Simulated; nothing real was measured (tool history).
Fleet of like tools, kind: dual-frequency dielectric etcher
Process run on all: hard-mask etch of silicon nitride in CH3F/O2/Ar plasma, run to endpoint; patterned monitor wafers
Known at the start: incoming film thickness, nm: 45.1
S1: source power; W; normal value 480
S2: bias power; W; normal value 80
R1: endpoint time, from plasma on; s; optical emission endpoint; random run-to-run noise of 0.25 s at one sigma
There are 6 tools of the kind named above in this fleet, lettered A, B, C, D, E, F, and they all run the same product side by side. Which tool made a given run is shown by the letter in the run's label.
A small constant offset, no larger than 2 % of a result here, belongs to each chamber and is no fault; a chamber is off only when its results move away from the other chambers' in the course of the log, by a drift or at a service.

run 1A day=0.221 | S1=480 S2=80 | R1=58.344
run 2F day=0.367 | S1=480 S2=80 | R1=59.500
run 3E day=0.483 | S1=480 S2=80 | R1=58.652
run 4B day=0.650 | S1=480 S2=80 | R1=59.285
run 5C day=0.883 | S1=480 S2=80 | R1=59.189
run 6D day=1.058 | S1=480 S2=80 | R1=57.946
run 7E day=1.283 | S1=480 S2=80 | R1=58.752
run 8C day=1.412 | S1=480 S2=80 | R1=59.124
run 9F day=1.529 | S1=480 S2=80 | R1=59.973
run 10D day=1.704 | S1=480 S2=80 | R1=58.351
run 11A day=1.904 | S1=480 S2=80 | R1=58.214
run 12B day=2.062 | S1=480 S2=80 | R1=58.821
-- day=2.200 chamber D: wet clean of the chamber
run 13C day=2.250 | S1=480 S2=80 | R1=58.983
run 14A day=2.429 | S1=480 S2=80 | R1=58.123
run 15F day=2.633 | S1=480 S2=80 | R1=59.716
run 16B day=2.879 | S1=480 S2=80 | R1=58.994
run 17E day=2.992 | S1=570 S2=80 | R1=54.290
run 18D day=3.125 | S1=570 S2=80 | R1=55.019
run 19C day=3.367 | S1=570 S2=80 | R1=54.982
run 20F day=3.575 | S1=570 S2=80 | R1=56.192
run 21D day=3.762 | S1=570 S2=80 | R1=54.802
run 22E day=3.917 | S1=570 S2=80 | R1=54.537
-- day=3.988 chamber F: wet clean of the chamber
run 23B day=4.029 | S1=480 S2=80 | R1=58.944
run 24A day=4.208 | S1=480 S2=80 | R1=58.364
run 25C day=4.417 | S1=480 S2=72 | R1=61.125
run 26E day=4.588 | S1=480 S2=72 | R1=59.599
run 27D day=4.762 | S1=480 S2=72 | R1=60.342
run 28B day=4.992 | S1=480 S2=72 | R1=61.160
run 29F day=5.129 | S1=480 S2=72 | R1=62.075
run 30A day=5.379 | S1=480 S2=72 | R1=60.653
-- day=5.408 chamber C: wet clean of the chamber
run 31A day=5.621 | S1=480 S2=80 | R1=58.325
run 32B day=5.850 | S1=480 S2=80 | R1=58.749
run 33E day=6.042 | S1=480 S2=80 | R1=57.600
run 34C day=6.171 | S1=480 S2=80 | R1=58.937
run 35F day=6.354 | S1=480 S2=80 | R1=59.827
run 36D day=6.529 | S1=480 S2=71 | R1=60.946
run 37F day=6.700 | S1=480 S2=71 | R1=61.890
run 38D day=6.938 | S1=480 S2=71 | R1=60.725
run 39A day=7.192 | S1=480 S2=71 | R1=60.515
run 40C day=7.433 | S1=480 S2=71 | R1=62.057
run 41E day=7.654 | S1=480 S2=71 | R1=59.466
run 42B day=7.862 | S1=480 S2=80 | R1=58.701
run 43A day=8.117 | S1=480 S2=80 | R1=58.452

Has any chamber moved away from the others, gradually or after a service, or does the common gauge drift, or do the chambers differ only by their own small steady offsets? State the chamber and the most likely cause if one applies.

Little by little, chamber E moves away from the other chambers.
Most likely cause: etch rate over this chamber's usual, % = 2.84.

Chamber E could run next with any of the 4 candidate recipes listed below; each alters the usual settings, and their results appear as question marks. Which one brings its results back in line with what the other chambers deliver on the usual settings?
In line here means within this much of the mean the other chambers give on the usual settings: R1 0.890 s
run 44E-1 day=8.300 | S1=400 S2=80 | R1=?
run 44E-2 day=8.300 | S1=500 S2=83 | R1=?
run 44E-3 day=8.300 | S1=440 S2=80 | R1=?
run 44E-4 day=8.300 | S1=480 S2=98 | R1=?

Average result of the remaining chambers running the usual settings: R1 58.943 s
run=44E-1 R1=61.191
run=44E-2 R1=55.459
run=44E-3 R1=58.992
run=44E-4 R1=53.140
44E-3 puts the chamber back in line with the other chambers.
